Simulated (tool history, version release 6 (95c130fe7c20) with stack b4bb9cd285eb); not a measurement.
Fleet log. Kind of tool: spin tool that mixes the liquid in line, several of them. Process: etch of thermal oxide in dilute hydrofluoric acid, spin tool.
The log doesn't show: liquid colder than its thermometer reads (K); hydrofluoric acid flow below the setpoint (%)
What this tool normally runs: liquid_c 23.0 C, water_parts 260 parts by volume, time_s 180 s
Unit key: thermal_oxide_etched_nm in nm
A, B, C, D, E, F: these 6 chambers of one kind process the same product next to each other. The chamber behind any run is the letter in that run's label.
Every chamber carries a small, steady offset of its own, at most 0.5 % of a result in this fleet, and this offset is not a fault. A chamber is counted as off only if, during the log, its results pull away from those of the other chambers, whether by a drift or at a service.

run,hour,liquid_c,water_parts,time_s,hours since the thermometer was replaced,hours since the hydrofluoric acid flow meter was replaced,"read-back film thickness of the thermal oxide reference wafer, read on the same gauge (nm)",thermal_oxide_etched_nm
1F,4.3,23.0,260,180,636.9,9.5,149.97,2.5755
2E,11.5,23.0,260,180,218.7,396.9,149.96,2.5984
3D,16.0,23.0,260,180,293.8,128.0,150.00,2.5801
4A,22.5,23.0,260,180,369.4,154.0,150.01,2.6424
5B,26.5,27.5,190,180,1976.1,577.4,149.99,4.4845
6C,33.3,27.5,190,180,950.9,495.3,150.00,4.5454
7F,40.8,27.5,190,180,673.4,46.0,150.02,4.4190
8E,47.2,27.5,190,180,254.4,432.6,149.99,4.4596
# hour 48.5: chamber B: thermometer replaced
9B,52.1,27.5,190,180,3.7,603.0,149.99,4.4053
10C,58.8,27.5,190,180,976.4,520.8,149.98,4.4613
11D,65.1,23.0,260,180,342.9,177.1,150.01,2.6030
12A,72.5,23.0,260,270,419.4,204.0,150.01,3.9168
13C,76.1,23.0,260,270,993.7,538.1,150.00,3.8245
14B,79.4,23.0,260,270,31.0,630.3,150.02,3.9537
15D,83.5,23.0,260,270,361.3,195.5,150.02,3.8595
16E,90.6,23.0,260,270,297.8,476.0,149.97,3.9120
17F,95.1,23.0,260,270,727.7,100.3,150.02,3.9032
18A,102.4,23.0,260,105,449.3,233.9,149.99,1.5185
19E,106.8,23.0,260,105,314.0,492.2,150.03,1.5442
20B,112.9,23.0,260,105,64.5,663.8,150.02,1.4994
21D,120.2,23.0,260,105,398.0,232.2,150.01,1.4963
22A,123.7,23.0,260,105,470.6,255.2,150.04,1.5155
23C,128.8,23.0,260,105,1046.4,590.8,149.98,1.4607
24F,132.1,23.0,260,180,764.7,137.3,150.02,2.6262
25D,137.7,23.0,260,180,415.5,249.7,150.02,2.5673
26A,141.7,23.0,260,180,488.6,273.2,149.99,2.6111
27B,149.1,23.0,260,180,100.7,700.0,150.02,2.6513
28C,153.1,21.5,350,180,1070.7,615.1,150.03,1.6012
29E,160.5,21.5,350,180,367.7,545.9,150.03,1.6805
30F,168.1,21.5,350,180,800.7,173.3,150.04,1.6723
31F,172.9,21.5,350,180,805.5,178.1,150.00,1.6792
32B,176.2,21.5,350,180,127.8,727.1,150.02,1.7006
33C,182.1,21.5,350,180,1099.7,644.1,150.02,1.5618
34E,187.3,23.0,260,180,394.5,572.7,150.01,2.6285
35A,190.9,23.0,260,180,537.8,322.4,150.02,2.5783
36D,197.5,23.0,260,180,475.3,309.5,150.01,2.6248
37F,203.7,23.0,260,180,836.3,208.9,150.01,2.5748
38C,207.2,23.0,260,180,1124.8,669.2,150.00,2.4299
39E,212.9,23.0,260,180,420.1,598.3,149.97,2.5705

Is one chamber off against the others, does the gauge drift, or is nothing wrong? If a chamber is off, say which, and what the likeliest cause is.

Chamber C drifts away from the others.
What lies behind it: hydrofluoric acid flow below the setpoint (%) = 6.84.
Not necessarily distinguishable in this log from: liquid colder than its thermometer reads (K).

Here are 4 candidates for chamber C's next run, each the usual settings with a change, their results left as question marks. Which one brings its results back in line with what the others give on the usual settings?
Counts as in line when no further than this from what the other chambers average on the usual settings: thermal_oxide_etched_nm 0.0800 nm
40C-1,218.3,23.0,260,215,,,,?
40C-2,218.3,23.0,260,165,,,,?
40C-3,218.3,23.0,280,165,,,,?
40C-4,218.3,25.5,260,180,,,,?

Usual-settings mean across the other chambers: thermal_oxide_etched_nm 2.5963 nm
run,thermal_oxide_etched_nm
40C-1,2.8210
40C-2,2.1649
40C-3,1.9665
40C-4,2.5754
40C-4 puts the chamber back in line with the other chambers.
